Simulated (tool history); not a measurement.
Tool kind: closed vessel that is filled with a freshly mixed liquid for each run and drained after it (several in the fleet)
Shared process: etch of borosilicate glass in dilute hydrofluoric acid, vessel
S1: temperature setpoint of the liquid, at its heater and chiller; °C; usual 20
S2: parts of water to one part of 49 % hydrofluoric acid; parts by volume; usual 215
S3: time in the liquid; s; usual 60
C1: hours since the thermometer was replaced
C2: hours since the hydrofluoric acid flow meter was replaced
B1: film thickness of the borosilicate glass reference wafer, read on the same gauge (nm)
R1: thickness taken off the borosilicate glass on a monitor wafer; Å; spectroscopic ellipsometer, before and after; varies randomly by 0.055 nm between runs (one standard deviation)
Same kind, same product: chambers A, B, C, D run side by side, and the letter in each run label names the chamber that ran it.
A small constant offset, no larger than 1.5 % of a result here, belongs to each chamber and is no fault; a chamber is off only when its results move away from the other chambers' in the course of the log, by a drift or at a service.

run   hour  S1   S2  S3      C1     C2      B1      R1
 1A    6.2  20  215  60   368.3   53.9  30.027  67.806
 2C   14.4  20  215  60   152.7  184.8  29.988  66.876
 3D   26.7  20  215  60  1646.5  396.8  29.916  66.083
 4B   38.4  20  215  60   136.5  829.2  29.989   65.62
 5C   44.1  20  215  60   182.4  214.5  29.976  66.194
 6B   52.2  20  215  60   150.3    843  29.951  66.151
 7D   60.3  20  215  60  1680.1  430.4  29.985  66.092
 8A     69  20  215  60   431.1  116.7  30.061  66.364
 9B   75.4  20  215  50   173.5  866.2  30.023  54.104
10A   84.5  20  215  50   446.6  132.2  29.998  54.933
11C   92.7  20  215  50     231  263.1  29.986  55.551
12D  101.7  20  215  50  1721.5  471.8  29.962  54.865
13A  107.5  20  215  60   469.6  155.2  29.961  66.303
14D  115.2  20  215  60    1735  485.3  29.972  65.243
15C  123.5  20  215  60   261.8  293.9  30.008  66.636
16B  135.3  17  215  60   233.4  926.1  29.976  57.675
17B  142.1  17  215  60   240.2  932.9  29.976  58.718
18A  153.6  17  215  60   515.7  201.3  30.022  58.077
19D    163  17  215  60  1782.8  533.1  30.003  59.944
     169.7  -- chamber B: hydrofluoric acid flow meter replaced
20C  175.2  20  215  60   313.5  345.6  30.029  67.378
21B  184.4  20  215  60   282.5   14.7  30.003  66.166
22A  195.4  20  215  60   557.5  243.1  29.966  64.878
23C  202.8  20  215  60   341.1  373.2  30.023  65.895
24D  214.4  20  215  60  1834.2  584.5  29.994  65.808
25C  221.6  20  215  60   359.9    392  30.018  66.796
26D    230  20  215  60  1849.8  600.1  29.939  66.874

Each of the 4 chambers runs these same settings next. Fill in every chamber's results:
27A  239.1  20  215  35               ?
27B  239.1  20  215  35               ?
27C  239.1  20  215  35               ?
27D  239.1  20  215  35               ?

run      R1
27A  37.055
27B  38.407
27C  38.581
27D  39.171

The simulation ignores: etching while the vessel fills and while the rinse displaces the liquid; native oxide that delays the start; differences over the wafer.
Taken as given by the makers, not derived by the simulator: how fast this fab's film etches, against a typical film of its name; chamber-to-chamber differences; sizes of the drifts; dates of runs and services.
